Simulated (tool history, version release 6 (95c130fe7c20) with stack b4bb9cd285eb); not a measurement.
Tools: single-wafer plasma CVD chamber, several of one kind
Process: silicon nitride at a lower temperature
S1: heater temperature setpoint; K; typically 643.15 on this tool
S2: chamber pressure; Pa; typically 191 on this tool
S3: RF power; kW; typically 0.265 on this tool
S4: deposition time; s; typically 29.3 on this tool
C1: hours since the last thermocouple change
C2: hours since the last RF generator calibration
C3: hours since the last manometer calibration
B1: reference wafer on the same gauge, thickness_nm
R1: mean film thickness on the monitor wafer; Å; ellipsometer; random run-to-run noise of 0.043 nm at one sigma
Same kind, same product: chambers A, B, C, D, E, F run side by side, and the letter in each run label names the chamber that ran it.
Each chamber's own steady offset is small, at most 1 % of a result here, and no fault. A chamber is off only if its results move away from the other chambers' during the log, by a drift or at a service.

| run | hour | S1 | S2 | S3 | S4 | C1 | C2 | C3 | B1 | R1 |
|---|---|---|---|---|---|---|---|---|---|---|
|  | 9.6 | chamber D: RF generator calibrated |
| 1B | 10.8 | 643.15 | 191 | 0.265 | 29.3 | 1791.9 | 1326.6 | 1163.4 | 27.3 | 305.11 |
| 2D | 22.1 | 643.15 | 191 | 0.265 | 29.3 | 1638 | 12.6 | 1845.3 | 27.284 | 303.74 |
| 3F | 30.4 | 643.15 | 191 | 0.265 | 29.3 | 1117.5 | 290.3 | 2277.4 | 27.299 | 305.03 |
| 4C | 45.8 | 643.15 | 191 | 0.265 | 29.3 | 1411 | 522.5 | 1608.9 | 27.293 | 304.74 |
| 5E | 61.9 | 643.15 | 219 | 0.265 | 29.3 | 2071.9 | 391.4 | 1898.7 | 27.29 | 316.2 |
| 6A | 72 | 643.15 | 219 | 0.265 | 29.3 | 478.3 | 977.3 | 925.7 | 27.271 | 315.67 |
| 7C | 86.4 | 643.15 | 219 | 0.265 | 29.3 | 1451.6 | 563.1 | 1649.5 | 27.264 | 317.31 |
|  | 87.7 | chamber E: capacitance manometer re-zeroed and calibrated |
| 8E | 98.8 | 643.15 | 219 | 0.265 | 29.3 | 2108.8 | 428.3 | 11.1 | 27.273 | 316.25 |
| 9D | 110 | 643.15 | 219 | 0.265 | 29.3 | 1725.9 | 100.5 | 1933.2 | 27.275 | 314.98 |
| 10F | 119.4 | 643.15 | 219 | 0.265 | 29.3 | 1206.5 | 379.3 | 2366.4 | 27.258 | 317.48 |
| 11B | 130.8 | 643.15 | 191 | 0.265 | 29.3 | 1911.9 | 1446.6 | 1283.4 | 27.253 | 304.44 |
| 12A | 147.2 | 643.15 | 160 | 0.265 | 29.3 | 553.5 | 1052.5 | 1000.9 | 27.253 | 287.35 |
| 13C | 163.2 | 643.15 | 160 | 0.265 | 29.3 | 1528.4 | 639.9 | 1726.3 | 27.248 | 288.86 |
|  | 175 | chamber F: thermocouple changed; heater temperature recalibrated |
| 14D | 175.6 | 643.15 | 160 | 0.265 | 29.3 | 1791.5 | 166.1 | 1998.8 | 27.255 | 288.42 |
| 15E | 191 | 643.15 | 160 | 0.265 | 29.3 | 2201 | 520.5 | 103.3 | 27.25 | 289.16 |
| 16B | 206.6 | 643.15 | 160 | 0.265 | 29.3 | 1987.7 | 1522.4 | 1359.2 | 27.237 | 289.5 |
| 17F | 215.5 | 643.15 | 160 | 0.265 | 29.3 | 40.5 | 475.4 | 2462.5 | 27.246 | 290.23 |
| 18A | 227.1 | 643.15 | 191 | 0.265 | 29.3 | 633.4 | 1132.4 | 1080.8 | 27.229 | 303.23 |
| 19D | 238.5 | 643.15 | 236 | 0.23 | 29.3 | 1854.4 | 229 | 2061.7 | 27.227 | 291.22 |
| 20E | 252.5 | 643.15 | 236 | 0.23 | 29.3 | 2262.5 | 582 | 164.8 | 27.229 | 290.82 |
| 21C | 268.1 | 643.15 | 236 | 0.23 | 29.3 | 1633.3 | 744.8 | 1831.2 | 27.238 | 291.44 |
|  | 270.1 | chamber F: capacitance manometer re-zeroed and calibrated |
| 22B | 281.4 | 643.15 | 236 | 0.23 | 29.3 | 2062.5 | 1597.2 | 1434 | 27.223 | 292.4 |
| 23A | 291.4 | 643.15 | 236 | 0.23 | 29.3 | 697.7 | 1196.7 | 1145.1 | 27.225 | 291.12 |
|  | 296.9 | chamber E: thermocouple changed; heater temperature recalibrated |
| 24F | 307.4 | 643.15 | 236 | 0.23 | 29.3 | 132.4 | 567.3 | 37.4 | 27.214 | 293.05 |
| 25A | 315.2 | 643.15 | 156 | 0.215 | 29.3 | 721.5 | 1220.5 | 1168.9 | 27.217 | 246.14 |
| 26F | 325.1 | 643.15 | 156 | 0.215 | 29.3 | 150.1 | 585 | 55.1 | 27.209 | 248.37 |
| 27C | 334.3 | 643.15 | 156 | 0.215 | 29.3 | 1699.5 | 811 | 1897.4 | 27.21 | 245.97 |
| 28D | 345.2 | 643.15 | 156 | 0.215 | 29.3 | 1961.1 | 335.7 | 2168.4 | 27.203 | 246.84 |
| 29E | 358.3 | 643.15 | 156 | 0.215 | 29.3 | 61.4 | 687.8 | 270.6 | 27.186 | 247.25 |
| 30B | 374.6 | 643.15 | 156 | 0.215 | 29.3 | 2155.7 | 1690.4 | 1527.2 | 27.192 | 246.68 |
| 31C | 386.6 | 643.15 | 191 | 0.265 | 29.3 | 1751.8 | 863.3 | 1949.7 | 27.197 | 303.83 |
| 32F | 400.7 | 643.15 | 191 | 0.265 | 29.3 | 225.7 | 660.6 | 130.7 | 27.179 | 305.31 |
| 33E | 408.5 | 643.15 | 191 | 0.265 | 29.3 | 111.6 | 738 | 320.8 | 27.179 | 302.99 |
| 34D | 417.5 | 643.15 | 191 | 0.265 | 29.3 | 2033.4 | 408 | 2240.7 | 27.18 | 303.02 |
| 35B | 429.1 | 643.15 | 191 | 0.265 | 29.3 | 2210.2 | 1744.9 | 1581.7 | 27.178 | 303.46 |
| 36A | 445.2 | 643.15 | 232 | 0.265 | 34.8 | 851.5 | 1350.5 | 1298.9 | 27.163 | 379.47 |
|  | 454.7 | chamber B: capacitance manometer re-zeroed and calibrated |
| 37A | 460.9 | 643.15 | 232 | 0.265 | 34.8 | 867.2 | 1366.2 | 1314.6 | 27.167 | 378.24 |
| 38B | 473 | 643.15 | 232 | 0.265 | 34.8 | 2254.1 | 1788.8 | 18.3 | 27.159 | 380.05 |
| 39F | 484.1 | 643.15 | 232 | 0.265 | 34.8 | 309.1 | 744 | 214.1 | 27.157 | 381.28 |
|  | 492.7 | chamber D: capacitance manometer re-zeroed and calibrated |
| 40E | 495.4 | 643.15 | 232 | 0.265 | 34.8 | 198.5 | 824.9 | 407.7 | 27.158 | 379.28 |
| 41D | 507.1 | 643.15 | 232 | 0.265 | 34.8 | 2123 | 497.6 | 14.4 | 27.151 | 377.96 |
| 42C | 519.8 | 643.15 | 191 | 0.265 | 29.3 | 1885 | 996.5 | 2082.9 | 27.148 | 302.81 |
| 43E | 527.8 | 643.15 | 191 | 0.265 | 29.3 | 230.9 | 857.3 | 440.1 | 27.15 | 303.33 |

All 6 chambers run these settings next. Forecast each chamber's results:
| 44A | 539.7 | 643.15 | 191 | 0.285 | 29.3 |  |  |  |  | ? |
| 44B | 539.7 | 643.15 | 191 | 0.285 | 29.3 |  |  |  |  | ? |
| 44C | 539.7 | 643.15 | 191 | 0.285 | 29.3 |  |  |  |  | ? |
| 44D | 539.7 | 643.15 | 191 | 0.285 | 29.3 |  |  |  |  | ? |
| 44E | 539.7 | 643.15 | 191 | 0.285 | 29.3 |  |  |  |  | ? |
| 44F | 539.7 | 643.15 | 191 | 0.285 | 29.3 |  |  |  |  | ? |

| run | R1 |
|---|---|
| 44A | 316.76 |
| 44B | 318.82 |
| 44C | 318.11 |
| 44D | 317.3 |
| 44E | 318.75 |
| 44F | 319.38 |
